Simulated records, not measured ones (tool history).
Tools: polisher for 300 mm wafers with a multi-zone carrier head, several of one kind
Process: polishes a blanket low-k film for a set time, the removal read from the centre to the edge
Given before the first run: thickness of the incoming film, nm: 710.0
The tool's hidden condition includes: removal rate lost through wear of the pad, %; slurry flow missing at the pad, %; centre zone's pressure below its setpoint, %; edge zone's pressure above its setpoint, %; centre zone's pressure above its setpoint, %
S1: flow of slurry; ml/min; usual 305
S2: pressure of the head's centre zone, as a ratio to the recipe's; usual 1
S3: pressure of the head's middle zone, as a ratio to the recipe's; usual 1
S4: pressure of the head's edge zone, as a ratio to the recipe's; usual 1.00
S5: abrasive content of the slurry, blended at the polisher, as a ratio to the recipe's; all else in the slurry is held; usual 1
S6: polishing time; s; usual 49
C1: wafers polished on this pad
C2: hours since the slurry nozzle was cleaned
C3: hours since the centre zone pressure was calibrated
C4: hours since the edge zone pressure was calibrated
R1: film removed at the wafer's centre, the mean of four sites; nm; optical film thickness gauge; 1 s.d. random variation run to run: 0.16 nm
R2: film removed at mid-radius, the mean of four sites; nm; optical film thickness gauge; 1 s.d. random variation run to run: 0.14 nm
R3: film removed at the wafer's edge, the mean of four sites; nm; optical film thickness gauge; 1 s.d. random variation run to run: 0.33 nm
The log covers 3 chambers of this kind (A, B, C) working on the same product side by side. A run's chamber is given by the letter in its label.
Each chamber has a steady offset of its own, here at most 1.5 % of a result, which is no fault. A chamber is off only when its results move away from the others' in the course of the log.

run 1C hour=11.5 | S1=305 S2=1 S3=1 S4=1.00 S5=1 S6=49 | C1=901 C2=278.8 C3=1046.8 C4=431.9 | R1=22.997 R2=22.714 R3=22.580
run 2A hour=24.6 | S1=305 S2=1 S3=1 S4=1.00 S5=1 S6=49 | C1=377 C2=46.3 C3=380.2 C4=542.0 | R1=22.752 R2=22.649 R3=23.041
run 3B hour=37.5 | S1=305 S2=1 S3=1 S4=1.00 S5=1 S6=49 | C1=638 C2=384.8 C3=146.3 C4=1119.5 | R1=22.814 R2=22.592 R3=23.307
run 4B hour=50.9 | S1=305 S2=1 S3=1 S4=1.00 S5=1 S6=49 | C1=794 C2=398.2 C3=159.7 C4=1132.9 | R1=22.699 R2=22.664 R3=22.141
-- hour=51.4 chamber C: worn pad replaced by a new one
-- hour=52.3 chamber B: worn pad replaced by a new one
run 5C hour=59.6 | S1=305 S2=1 S3=1 S4=1.00 S5=1 S6=49 | C1=95 C2=326.9 C3=1094.9 C4=480.0 | R1=22.921 R2=22.552 R3=23.045
-- hour=65.1 chamber A: edge zone pressure recalibrated
run 6A hour=70.2 | S1=305 S2=1 S3=1 S4=1.00 S5=1 S6=49 | C1=905 C2=91.9 C3=425.8 C4=5.1 | R1=22.693 R2=22.796 R3=22.904
-- hour=73.4 chamber A: worn pad replaced by a new one
-- hour=78.8 chamber C: slurry nozzle cleaned
-- hour=83.0 chamber C: centre zone pressure recalibrated
run 7A hour=84.3 | S1=305 S2=1 S3=1 S4=1.00 S5=1 S6=49 | C1=126 C2=106.0 C3=439.9 C4=19.2 | R1=22.771 R2=22.604 R3=22.252
run 8B hour=94.6 | S1=305 S2=1 S3=1 S4=1.00 S5=1 S6=49 | C1=489 C2=441.9 C3=203.4 C4=1176.6 | R1=22.709 R2=22.735 R3=23.168
run 9C hour=103.8 | S1=305 S2=1 S3=1 S4=1.00 S5=1 S6=49 | C1=607 C2=25.0 C3=20.8 C4=524.2 | R1=22.823 R2=22.832 R3=22.793
-- hour=112.4 chamber A: centre zone pressure recalibrated
run 10A hour=114.4 | S1=305 S2=1 S3=1 S4=1.00 S5=1 S6=49 | C1=474 C2=136.1 C3=2.0 C4=49.3 | R1=21.234 R2=22.719 R3=22.298
run 11C hour=123.1 | S1=305 S2=1 S3=1 S4=1.00 S5=1 S6=49 | C1=830 C2=44.3 C3=40.1 C4=543.5 | R1=22.887 R2=22.772 R3=22.911
-- hour=125.3 chamber B: worn pad replaced by a new one
run 12B hour=137.9 | S1=305 S2=1 S3=1 S4=1.00 S5=1 S6=49 | C1=146 C2=485.2 C3=246.7 C4=1219.9 | R1=22.820 R2=22.794 R3=22.584
-- hour=145.4 chamber A: worn pad replaced by a new one
-- hour=152.7 chamber C: worn pad replaced by a new one
run 13B hour=153.0 | S1=305 S2=1 S3=1 S4=1.00 S5=1 S6=49 | C1=321 C2=500.3 C3=261.8 C4=1235.0 | R1=22.743 R2=22.784 R3=23.325
-- hour=154.8 chamber B: edge zone pressure recalibrated
run 14A hour=167.6 | S1=305 S2=1 S3=1 S4=1.09 S5=1 S6=49 | C1=258 C2=189.3 C3=55.2 C4=102.5 | R1=20.903 R2=22.470 R3=23.108
run 15C hour=182.5 | S1=305 S2=1 S3=1 S4=1.09 S5=1 S6=49 | C1=345 C2=103.7 C3=99.5 C4=602.9 | R1=23.096 R2=22.676 R3=23.879
-- hour=185.7 chamber B: worn pad replaced by a new one
run 16C hour=196.0 | S1=305 S2=1 S3=1 S4=1.09 S5=1 S6=49 | C1=501 C2=117.2 C3=113.0 C4=616.4 | R1=23.174 R2=22.693 R3=23.584
run 17B hour=209.2 | S1=305 S2=1 S3=1 S4=1.00 S5=1 S6=49 | C1=272 C2=556.5 C3=318.0 C4=54.5 | R1=22.770 R2=23.083 R3=23.026
run 18A hour=218.7 | S1=305 S2=1 S3=1 S4=1.00 S5=1 S6=49 | C1=849 C2=240.4 C3=106.3 C4=153.6 | R1=21.133 R2=22.566 R3=22.579
-- hour=219.1 chamber A: worn pad replaced by a new one
run 19B hour=230.4 | S1=305 S2=1 S3=1 S4=1.00 S5=1 S6=65 | C1=517 C2=577.7 C3=339.2 C4=75.7 | R1=30.260 R2=29.664 R3=30.674
run 20A hour=237.0 | S1=305 S2=1 S3=1 S4=1.00 S5=1 S6=65 | C1=207 C2=258.7 C3=124.6 C4=171.9 | R1=27.952 R2=30.024 R3=31.143
run 21C hour=245.5 | S1=305 S2=1 S3=1 S4=1.00 S5=1 S6=65 | C1=1074 C2=166.7 C3=162.5 C4=665.9 | R1=30.314 R2=30.364 R3=30.422
-- hour=245.7 chamber B: worn pad replaced by a new one
run 22B hour=253.4 | S1=305 S2=1 S3=1 S4=1.00 S5=1 S6=49 | C1=90 C2=600.7 C3=362.2 C4=98.7 | R1=22.553 R2=22.641 R3=22.895
-- hour=258.5 chamber C: worn pad replaced by a new one
run 23C hour=260.0 | S1=305 S2=1 S3=1 S4=1.00 S5=1 S6=49 | C1=17 C2=181.2 C3=177.0 C4=680.4 | R1=22.913 R2=22.592 R3=22.805
run 24A hour=266.8 | S1=305 S2=1 S3=1 S4=1.00 S5=1 S6=49 | C1=552 C2=288.5 C3=154.4 C4=201.7 | R1=20.902 R2=22.472 R3=22.000
run 25A hour=277.3 | S1=305 S2=1 S3=1 S4=1.00 S5=1 S6=49 | C1=674 C2=299.0 C3=164.9 C4=212.2 | R1=21.066 R2=22.561 R3=22.966
run 26C hour=286.9 | S1=305 S2=1 S3=1 S4=1.00 S5=1 S6=49 | C1=328 C2=208.1 C3=203.9 C4=707.3 | R1=22.956 R2=22.682 R3=22.105

Which is it: a chamber that has drifted or been left off by a service, a gauge drift common to all chambers, or only each chamber's usual small offset? If a chamber is off, name it and its likeliest cause.

After it was serviced, chamber A no longer matches the other chambers.
Likeliest cause: centre zone's pressure below its setpoint, % = 6.09.

Which of the 4 candidates below, each the usual settings with something changed and its results left as question marks, puts chamber A back in line with what the other chambers give on the usual settings?
To be in line, a result may differ from the other chambers' mean on the usual settings by at most: R1 0.550 nm; R2 0.500 nm; R3 1.200 nm
run 27A-1 hour=297.9 | S1=300 S2=0.92 S3=1.03 S4=1.02 S5=1 S6=47 | R1=? R2=? R3=?
run 27A-2 hour=297.9 | S1=300 S2=0.95 S3=1.02 S4=1.01 S5=1 S6=48 | R1=? R2=? R3=?
run 27A-3 hour=297.9 | S1=310 S2=1.05 S3=0.98 S4=0.99 S5=1 S6=50 | R1=? R2=? R3=?
run 27A-4 hour=297.9 | S1=310 S2=1.08 S3=0.97 S4=0.98 S5=1 S6=51 | R1=? R2=? R3=?

Other chambers, usual settings, mean: R1 22.806 nm; R2 22.746 nm; R3 22.842 nm
run=27A-1 R1=18.448 R2=22.198 R3=21.909
run=27A-2 R1=19.511 R2=22.462 R3=22.264
run=27A-3 R1=22.734 R2=22.604 R3=23.022
run=27A-4 R1=23.904 R2=22.834 R3=23.362
Change 27A-3 lands the chamber within the allowed miss of the other chambers.

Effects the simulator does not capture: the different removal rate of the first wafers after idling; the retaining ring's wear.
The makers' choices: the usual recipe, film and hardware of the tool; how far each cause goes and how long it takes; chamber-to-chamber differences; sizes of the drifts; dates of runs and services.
